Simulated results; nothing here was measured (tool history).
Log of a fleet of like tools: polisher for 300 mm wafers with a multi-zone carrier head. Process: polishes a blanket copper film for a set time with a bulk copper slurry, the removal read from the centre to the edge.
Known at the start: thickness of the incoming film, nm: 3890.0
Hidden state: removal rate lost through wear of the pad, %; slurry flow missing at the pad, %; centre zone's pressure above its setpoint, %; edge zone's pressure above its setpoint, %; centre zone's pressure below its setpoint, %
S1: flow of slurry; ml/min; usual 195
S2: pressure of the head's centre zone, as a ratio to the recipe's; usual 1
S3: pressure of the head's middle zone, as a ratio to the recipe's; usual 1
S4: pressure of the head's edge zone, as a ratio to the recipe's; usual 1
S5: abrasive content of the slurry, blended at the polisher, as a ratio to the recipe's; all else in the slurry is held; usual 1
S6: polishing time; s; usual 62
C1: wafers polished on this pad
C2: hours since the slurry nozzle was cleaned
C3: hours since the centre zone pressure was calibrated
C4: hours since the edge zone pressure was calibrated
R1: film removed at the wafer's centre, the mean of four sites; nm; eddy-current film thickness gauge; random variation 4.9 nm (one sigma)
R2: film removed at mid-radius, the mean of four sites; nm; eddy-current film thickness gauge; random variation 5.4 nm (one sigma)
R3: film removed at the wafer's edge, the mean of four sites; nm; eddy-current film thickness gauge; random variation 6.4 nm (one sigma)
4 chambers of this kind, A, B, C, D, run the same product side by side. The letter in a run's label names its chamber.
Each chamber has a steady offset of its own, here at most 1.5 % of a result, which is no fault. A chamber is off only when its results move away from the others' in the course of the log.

run 1D hour=3.1 | S1=195 S2=1 S3=1 S4=1 S5=1 S6=62 | C1=796 C2=317.1 C3=173.7 C4=438.3 | R1=489.28 R2=488.07 R3=498.6
run 2B hour=5.2 | S1=195 S2=1 S3=1 S4=1 S5=1 S6=62 | C1=576 C2=766.3 C3=475.7 C4=1304.8 | R1=494.61 R2=490.93 R3=504.04
-- hour=5.6 chamber B: slurry nozzle cleaned
run 3A hour=9.2 | S1=195 S2=1 S3=1 S4=1 S5=1 S6=62 | C1=581 C2=175.6 C3=337.7 C4=25.3 | R1=487.59 R2=483.12 R3=482.29
run 4C hour=11.1 | S1=195 S2=1 S3=1 S4=1 S5=1 S6=62 | C1=331 C2=73 C3=171.2 C4=57.2 | R1=491.35 R2=501.65 R3=487.45
run 5D hour=15.1 | S1=195 S2=1 S3=1 S4=1 S5=1 S6=62 | C1=973 C2=329.1 C3=185.7 C4=450.3 | R1=497.54 R2=493.76 R3=497.95
-- hour=16.9 chamber A: worn pad replaced by a new one
run 6C hour=17.8 | S1=195 S2=1 S3=1 S4=1 S5=1 S6=62 | C1=430 C2=79.7 C3=177.9 C4=63.9 | R1=491.74 R2=490.74 R3=499.67
run 7B hour=21.4 | S1=195 S2=1 S3=1 S4=1 S5=1 S6=62 | C1=815 C2=15.9 C3=491.9 C4=1321 | R1=497.25 R2=499.33 R3=488.04
run 8A hour=24.2 | S1=195 S2=1 S3=1 S4=1 S5=1 S6=62 | C1=107 C2=190.6 C3=352.7 C4=40.3 | R1=499.15 R2=500.39 R3=497.18
run 9A hour=26.5 | S1=195 S2=1 S3=1 S4=1 S5=1 S6=62 | C1=141 C2=192.9 C3=355 C4=42.6 | R1=493.9 R2=484.42 R3=497.31
-- hour=28.2 chamber C: worn pad replaced by a new one
run 10C hour=29.2 | S1=195 S2=1 S3=1 S4=1 S5=1 S6=62 | C1=14 C2=91.1 C3=189.3 C4=75.3 | R1=497.23 R2=496.36 R3=497.12
run 11B hour=32.4 | S1=195 S2=1 S3=1 S4=1 S5=1 S6=62 | C1=977 C2=26.9 C3=502.9 C4=1332 | R1=489.92 R2=494.31 R3=498.95
run 12D hour=34.5 | S1=195 S2=1 S3=1 S4=1 S5=1 S6=62 | C1=1259 C2=348.5 C3=205.1 C4=469.7 | R1=480.52 R2=495.7 R3=494.03
run 13D hour=36.9 | S1=195 S2=1 S3=1 S4=1 S5=1 S6=62 | C1=1295 C2=350.9 C3=207.5 C4=472.1 | R1=492.98 R2=492.33 R3=486.02
-- hour=39.7 chamber B: worn pad replaced by a new one
run 14C hour=39.8 | S1=195 S2=1 S3=1.1 S4=0.9 S5=1 S6=62 | C1=171 C2=101.7 C3=199.9 C4=85.9 | R1=495.36 R2=541.23 R3=465.85
-- hour=41.9 chamber A: centre zone pressure recalibrated
run 15B hour=43.9 | S1=195 S2=1 S3=1.1 S4=0.9 S5=1 S6=62 | C1=62 C2=38.4 C3=514.4 C4=1343.5 | R1=497.12 R2=542.24 R3=465.12
run 16A hour=46.4 | S1=195 S2=1 S3=1.1 S4=0.9 S5=1 S6=62 | C1=435 C2=212.8 C3=4.6 C4=62.5 | R1=545.6 R2=534.56 R3=472.45
run 17D hour=50.1 | S1=195 S2=1 S3=1.1 S4=0.9 S5=1 S6=62 | C1=1490 C2=364.1 C3=220.7 C4=485.3 | R1=494.29 R2=532.03 R3=472.44
-- hour=51.6 chamber D: worn pad replaced by a new one
run 18B hour=54.2 | S1=195 S2=1 S3=1 S4=1 S5=1 S6=62 | C1=214 C2=48.7 C3=524.7 C4=1353.8 | R1=495.78 R2=489.97 R3=491.71
run 19A hour=57.5 | S1=195 S2=1 S3=1 S4=1 S5=1 S6=62 | C1=599 C2=223.9 C3=15.7 C4=73.6 | R1=544.37 R2=490.54 R3=506.76
-- hour=59.4 chamber C: worn pad replaced by a new one
run 20C hour=60.4 | S1=195 S2=0.92 S3=1 S4=1 S5=0.75 S6=62 | C1=15 C2=122.3 C3=220.5 C4=106.5 | R1=422.96 R2=462.33 R3=473.01
-- hour=61.8 chamber B: edge zone pressure recalibrated
run 21C hour=63.5 | S1=195 S2=0.92 S3=1 S4=1 S5=0.75 S6=62 | C1=60 C2=125.4 C3=223.6 C4=109.6 | R1=425.58 R2=462.28 R3=460.92
-- hour=63.7 chamber D: slurry nozzle cleaned
run 22B hour=66.4 | S1=195 S2=0.92 S3=1 S4=1 S5=0.75 S6=62 | C1=395 C2=60.9 C3=536.9 C4=4.6 | R1=425.14 R2=470.79 R3=464.74
run 23A hour=69.6 | S1=195 S2=0.92 S3=1 S4=1 S5=0.75 S6=62 | C1=778 C2=236 C3=27.8 C4=85.7 | R1=467.18 R2=461.42 R3=460.67
run 24D hour=73.8 | S1=195 S2=1 S3=1 S4=1 S5=1 S6=62 | C1=328 C2=10.1 C3=244.4 C4=509 | R1=488.98 R2=492.67 R3=494.19
run 25A hour=76.4 | S1=195 S2=1 S3=1 S4=1 S5=1 S6=62 | C1=878 C2=242.8 C3=34.6 C4=92.5 | R1=554.37 R2=486.3 R3=490.21
-- hour=76.9 chamber A: worn pad replaced by a new one
run 26B hour=79.7 | S1=195 S2=1 S3=1 S4=1 S5=1 S6=62 | C1=591 C2=74.2 C3=550.2 C4=17.9 | R1=502.89 R2=494.5 R3=495.81
run 27C hour=81.8 | S1=195 S2=1 S3=1 S4=1 S5=1 S6=62 | C1=331 C2=143.7 C3=241.9 C4=127.9 | R1=496.96 R2=505.04 R3=495.16
run 28D hour=84.2 | S1=195 S2=1 S3=1 S4=1 S5=1 S6=62 | C1=481 C2=20.5 C3=254.8 C4=519.4 | R1=487.51 R2=490.66 R3=492.52
run 29D hour=87.2 | S1=195 S2=1 S3=1 S4=1 S5=1 S6=62 | C1=525 C2=23.5 C3=257.8 C4=522.4 | R1=490.83 R2=501.21 R3=501.07
run 30B hour=91.5 | S1=195 S2=1 S3=1 S4=1 S5=1 S6=62 | C1=765 C2=86 C3=562 C4=29.7 | R1=501.37 R2=497.76 R3=492.88
run 31A hour=94.2 | S1=195 S2=1 S3=1 S4=1 S5=1 S6=62 | C1=255 C2=260.6 C3=52.4 C4=110.3 | R1=544.77 R2=480.06 R3=499.47
run 32C hour=96.7 | S1=195 S2=1 S3=1 S4=1 S5=1 S6=62 | C1=551 C2=158.6 C3=256.8 C4=142.8 | R1=497.86 R2=496.54 R3=502.28
-- hour=99.1 chamber C: worn pad replaced by a new one
run 33C hour=100.7 | S1=195 S2=0.93 S3=1 S4=1.11 S5=1 S6=62 | C1=23 C2=162.6 C3=260.8 C4=146.8 | R1=451.35 R2=495.17 R3=519.74
run 34B hour=103.2 | S1=195 S2=0.93 S3=1 S4=1.11 S5=1 S6=62 | C1=938 C2=97.7 C3=573.7 C4=41.4 | R1=460.55 R2=493.33 R3=530.31
run 35A hour=107.2 | S1=195 S2=0.93 S3=1 S4=1.11 S5=1 S6=62 | C1=447 C2=273.6 C3=65.4 C4=123.3 | R1=514.84 R2=499.06 R3=528.91

Is one chamber off against the others, does the gauge drift, or is nothing wrong? If a chamber is off, say which, and what the likeliest cause is.

A service left chamber A off against the others.
Cause: centre zone's pressure above its setpoint, % = 11.6.

Here are 4 candidates for chamber A's next run, each the usual settings with a change, their results left as question marks. Which one brings its results back in line with what the others give on the usual settings?
In line means no further than this from the other chambers' mean on the usual settings: R1 17 nm; R2 19 nm; R3 22 nm
run 36A-1 hour=110.3 | S1=190 S2=0.91 S3=1.03 S4=1.03 S5=1 S6=62 | R1=? R2=? R3=?
run 36A-2 hour=110.3 | S1=200 S2=1.1 S3=0.97 S4=0.97 S5=1 S6=63 | R1=? R2=? R3=?
run 36A-3 hour=110.3 | S1=190 S2=0.96 S3=1.01 S4=1.01 S5=1 S6=62 | R1=? R2=? R3=?
run 36A-4 hour=110.3 | S1=200 S2=1.04 S3=0.99 S4=0.99 S5=1 S6=62 | R1=? R2=? R3=?

The other chambers' mean on the usual settings: R1 491.06 nm; R2 494.29 nm; R3 494.32 nm
run=36A-1 R1=499.25 R2=496.45 R3=496
run=36A-2 R1=626.49 R2=480.18 R3=491.44
run=36A-3 R1=528.75 R2=487.33 R3=490.99
run=36A-4 R1=580.86 R2=481.76 R3=488.69
36A-1 brings the chamber back in line.

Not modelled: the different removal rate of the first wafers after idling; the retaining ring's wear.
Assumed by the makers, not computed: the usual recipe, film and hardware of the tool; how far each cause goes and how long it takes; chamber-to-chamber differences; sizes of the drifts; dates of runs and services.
